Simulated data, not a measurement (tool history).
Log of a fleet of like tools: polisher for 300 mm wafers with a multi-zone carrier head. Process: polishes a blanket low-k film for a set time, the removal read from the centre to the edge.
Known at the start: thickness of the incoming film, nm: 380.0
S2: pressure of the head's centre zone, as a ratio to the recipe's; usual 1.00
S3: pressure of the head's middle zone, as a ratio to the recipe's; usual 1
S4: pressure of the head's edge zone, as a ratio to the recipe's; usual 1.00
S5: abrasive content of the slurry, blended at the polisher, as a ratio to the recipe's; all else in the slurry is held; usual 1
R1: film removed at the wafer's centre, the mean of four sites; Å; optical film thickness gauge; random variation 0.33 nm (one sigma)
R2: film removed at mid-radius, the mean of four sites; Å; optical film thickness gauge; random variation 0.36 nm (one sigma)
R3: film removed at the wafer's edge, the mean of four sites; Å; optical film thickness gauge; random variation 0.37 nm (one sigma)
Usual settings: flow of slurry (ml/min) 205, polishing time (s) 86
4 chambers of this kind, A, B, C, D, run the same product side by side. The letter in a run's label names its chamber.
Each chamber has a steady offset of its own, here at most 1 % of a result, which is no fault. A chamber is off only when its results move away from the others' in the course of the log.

At day 0.088: chamber A: worn pad replaced by a new one.
Run 1C, day 0.396: usual settings. Result: R1 355.10 Å, R2 357.55 Å, R3 359.34 Å.
Run 2B, day 0.688: usual settings. Result: R1 363.21 Å, R2 357.74 Å, R3 349.72 Å.
At day 0.867: chamber D: centre zone pressure recalibrated.
Run 3D, day 0.950: usual settings. Result: R1 350.91 Å, R2 358.65 Å, R3 357.38 Å.
Run 4A, day 1.275: usual settings. Result: R1 356.27 Å, R2 357.74 Å, R3 348.59 Å.
Run 5C, day 1.667: usual settings. Result: R1 357.55 Å, R2 353.92 Å, R3 360.97 Å.
Run 6A, day 1.962: usual settings. Result: R1 353.93 Å, R2 355.60 Å, R3 353.24 Å.
Run 7D, day 2.183: usual settings. Result: R1 357.25 Å, R2 355.18 Å, R3 360.80 Å.
At day 2.342: chamber C: edge zone pressure recalibrated.
Run 8B, day 2.462: usual settings. Result: R1 361.71 Å, R2 364.12 Å, R3 361.92 Å.
At day 2.579: chamber C: worn pad replaced by a new one.
Run 9A, day 2.812: usual settings. Result: R1 365.06 Å, R2 355.31 Å, R3 358.84 Å.
Run 10C, day 3.179: usual settings. Result: R1 360.27 Å, R2 360.47 Å, R3 361.86 Å.
At day 3.467: chamber B: worn pad replaced by a new one.
Run 11D, day 3.512: usual settings. Result: R1 351.43 Å, R2 352.84 Å, R3 356.34 Å.
Run 12B, day 3.804: usual settings. Result: R1 358.36 Å, R2 353.05 Å, R3 358.51 Å.
Run 13A, day 4.167: usual settings. Result: R1 350.82 Å, R2 355.76 Å, R3 354.75 Å.
Run 14B, day 4.454: usual settings. Result: R1 360.22 Å, R2 362.43 Å, R3 351.86 Å.
At day 4.583: chamber A: slurry nozzle cleaned.
At day 4.633: chamber A: worn pad replaced by a new one.
At day 4.683: chamber D: worn pad replaced by a new one.
At day 4.762: chamber B: edge zone pressure recalibrated.
Run 15D, day 4.842: usual settings. Result: R1 357.22 Å, R2 348.71 Å, R3 350.55 Å.
Run 16C, day 5.088: usual settings. Result: R1 350.03 Å, R2 354.68 Å, R3 352.90 Å.
Run 17D, day 5.267: usual settings. Result: R1 356.36 Å, R2 352.91 Å, R3 355.44 Å.
At day 5.429: chamber A: centre zone pressure recalibrated.
Run 18A, day 5.471: usual settings. Result: R1 353.01 Å, R2 358.57 Å, R3 348.48 Å.
At day 5.650: chamber C: worn pad replaced by a new one.
Run 19C, day 5.683: usual settings. Result: R1 345.80 Å, R2 351.95 Å, R3 356.50 Å.
Run 20B, day 5.871: usual settings but S2 1.06, S4 0.89. Result: R1 384.77 Å, R2 359.69 Å, R3 336.06 Å.
Run 21D, day 6.225: usual settings but S2 1.06, S4 0.89. Result: R1 381.96 Å, R2 355.81 Å, R3 340.87 Å.
Run 22A, day 6.475: usual settings but S2 1.06, S4 0.89. Result: R1 379.83 Å, R2 357.86 Å, R3 338.15 Å.
Run 23C, day 6.721: usual settings but S2 1.06, S4 0.89. Result: R1 366.96 Å, R2 345.12 Å, R3 326.54 Å.
Run 24B, day 7.096: usual settings. Result: R1 358.62 Å, R2 364.97 Å, R3 349.64 Å.
Run 25C, day 7.304: usual settings but flow of slurry (ml/min) 235. Result: R1 341.59 Å, R2 358.68 Å, R3 353.64 Å.
At day 7.371: chamber B: worn pad replaced by a new one.
Run 26D, day 7.667: usual settings but flow of slurry (ml/min) 235. Result: R1 366.10 Å, R2 368.54 Å, R3 361.49 Å.
Run 27B, day 7.996: usual settings but flow of slurry (ml/min) 235. Result: R1 364.64 Å, R2 365.58 Å, R3 360.23 Å.
Run 28A, day 8.304: usual settings but flow of slurry (ml/min) 235. Result: R1 361.55 Å, R2 364.81 Å, R3 361.07 Å.
Run 29C, day 8.579: usual settings. Result: R1 344.38 Å, R2 340.53 Å, R3 339.53 Å.
At day 8.692: chamber A: worn pad replaced by a new one.
Run 30A, day 8.800: usual settings. Result: R1 355.49 Å, R2 354.56 Å, R3 353.42 Å.
At day 8.925: chamber D: worn pad replaced by a new one.
Run 31D, day 9.096: usual settings. Result: R1 362.59 Å, R2 361.75 Å, R3 363.90 Å.
Run 32B, day 9.358: usual settings. Result: R1 357.40 Å, R2 354.66 Å, R3 354.13 Å.

Is one chamber off against the others, does the gauge drift, or is nothing wrong? If a chamber is off, say which, and what the likeliest cause is.

Chamber C drifts away from the others.
Cause: slurry flow missing at the pad, % = 30.9.

Here are 4 candidates for chamber C's next run, each the usual settings with a change, their results left as question marks. Which one brings its results back in line with what the others give on the usual settings?
In line means no further than this from the other chambers' mean on the usual settings: R1 12.00 Å; R2 13.00 Å; R3 13.00 Å
Run 33C-1, day 9.642: usual settings but flow of slurry (ml/min) 195, S2 0.96, S3 0.98, S4 1.03, polishing time (s) 80. Result: R1 ?, R2 ?, R3 ?.
Run 33C-2, day 9.642: usual settings but flow of slurry (ml/min) 215, S2 1.05, S3 1.02, S4 0.97, polishing time (s) 92. Result: R1 ?, R2 ?, R3 ?.
Run 33C-3, day 9.642: usual settings but flow of slurry (ml/min) 200, S2 0.98, S3 0.99, S4 1.02, polishing time (s) 83. Result: R1 ?, R2 ?, R3 ?.
Run 33C-4, day 9.642: usual settings but flow of slurry (ml/min) 210, S2 1.02, S3 1.01, S4 0.98, polishing time (s) 89. Result: R1 ?, R2 ?, R3 ?.

The other chambers' mean on the usual settings: R1 357.15 Å; R2 358.26 Å; R3 356.02 Å
  run      R1      R2      R3
33C-1  290.70  305.25  318.47
33C-2  377.56  371.24  359.60
33C-3  310.46  321.32  329.89
33C-4  351.92  354.33  348.65
33C-4 brings the chamber back in line.

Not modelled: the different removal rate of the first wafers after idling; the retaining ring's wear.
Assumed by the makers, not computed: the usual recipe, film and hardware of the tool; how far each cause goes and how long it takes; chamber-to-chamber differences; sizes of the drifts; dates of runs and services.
